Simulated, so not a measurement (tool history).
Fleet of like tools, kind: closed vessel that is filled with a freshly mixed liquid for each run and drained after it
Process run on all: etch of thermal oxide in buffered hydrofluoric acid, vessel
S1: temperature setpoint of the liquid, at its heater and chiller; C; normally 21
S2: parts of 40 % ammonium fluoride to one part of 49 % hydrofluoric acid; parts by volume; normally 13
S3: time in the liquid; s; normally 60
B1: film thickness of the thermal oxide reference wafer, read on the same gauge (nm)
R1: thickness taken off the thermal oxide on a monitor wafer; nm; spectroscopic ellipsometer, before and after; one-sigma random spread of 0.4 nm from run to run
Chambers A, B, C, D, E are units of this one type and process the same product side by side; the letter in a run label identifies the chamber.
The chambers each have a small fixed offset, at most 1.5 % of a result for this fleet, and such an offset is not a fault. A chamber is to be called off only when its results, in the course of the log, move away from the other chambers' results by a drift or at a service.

| run | hour | S1 | S2 | S3 | B1 | R1 |
|---|---|---|---|---|---|---|
| 1B | 6.7 | 21 | 13 | 60 | 109.98 | 46.011 |
| 2E | 15.5 | 21 | 13 | 60 | 110.02 | 45.334 |
| 3C | 24.9 | 21 | 13 | 60 | 109.98 | 44.387 |
| 4D | 31.3 | 21 | 13 | 60 | 110 | 45.47 |
| 5A | 42.4 | 21 | 13 | 60 | 109.98 | 45.569 |
| 6D | 55.1 | 21 | 13 | 60 | 109.99 | 46.321 |
|  | 61.1 | chamber D: thermometer replaced |
| 7A | 67.8 | 21 | 13 | 60 | 110 | 45.236 |
| 8C | 79.7 | 21 | 13 | 60 | 109.96 | 44.528 |
| 9E | 90.8 | 21 | 13 | 60 | 109.96 | 45.453 |
| 10B | 99.8 | 21 | 13 | 60 | 110.01 | 45.442 |
| 11B | 112.6 | 21 | 13 | 60 | 110 | 46.196 |
| 12C | 125.4 | 21 | 13 | 60 | 110 | 44.974 |
| 13E | 133.5 | 21 | 13 | 60 | 110.02 | 45.16 |
| 14A | 145.4 | 21 | 13 | 60 | 109.98 | 45.924 |
|  | 147.8 | chamber D: hydrofluoric acid flow meter replaced |
| 15D | 151.6 | 21 | 13 | 60 | 110.03 | 45.503 |
| 16A | 158.5 | 21 | 13 | 60 | 110.03 | 45.988 |
| 17E | 166 | 21 | 13 | 60 | 110.06 | 45.732 |
| 18C | 178.5 | 21 | 13 | 60 | 109.95 | 46.195 |
| 19B | 189.5 | 21 | 13 | 60 | 109.98 | 45.908 |
| 20D | 195.6 | 21 | 13 | 60 | 110 | 45.653 |
| 21C | 203.5 | 21 | 13 | 60 | 110.03 | 47.527 |
| 22D | 214.2 | 21 | 13 | 60 | 109.99 | 45.203 |
| 23B | 220.5 | 21 | 13 | 60 | 109.98 | 45.2 |
| 24E | 230.8 | 21 | 13 | 60 | 110.01 | 45.192 |
| 25A | 238.5 | 21 | 13 | 60 | 110.01 | 45.641 |
| 26E | 245.4 | 25 | 13 | 60 | 109.96 | 57.217 |
| 27B | 253.4 | 25 | 13 | 60 | 109.99 | 57.014 |
| 28A | 261.4 | 25 | 13 | 60 | 110.04 | 56.86 |
| 29C | 274.1 | 25 | 13 | 60 | 110.01 | 59.908 |
| 30D | 281.8 | 25 | 13 | 60 | 110.05 | 55.618 |
| 31E | 290.3 | 21 | 10 | 45 | 110.03 | 44.122 |
| 32B | 296.5 | 21 | 10 | 45 | 110 | 44.409 |
|  | 299.8 | chamber B: thermometer replaced |
| 33D | 308 | 21 | 10 | 45 | 109.97 | 44.218 |
| 34C | 319.3 | 21 | 10 | 45 | 110.04 | 46.251 |
| 35A | 332.3 | 21 | 10 | 45 | 109.98 | 43.83 |
| 36B | 340 | 21 | 13 | 60 | 109.99 | 45.713 |

The same settings go to every chamber for the next run, one line per chamber below. Forecast the results for each:
| 37A | 349.5 | 21 | 13 | 60 |  | ? |
| 37B | 349.5 | 21 | 13 | 60 |  | ? |
| 37C | 349.5 | 21 | 13 | 60 |  | ? |
| 37D | 349.5 | 21 | 13 | 60 |  | ? |
| 37E | 349.5 | 21 | 13 | 60 |  | ? |

| run | R1 |
|---|---|
| 37A | 46.03 |
| 37B | 45.518 |
| 37C | 49.785 |
| 37D | 44.846 |
| 37E | 45.408 |
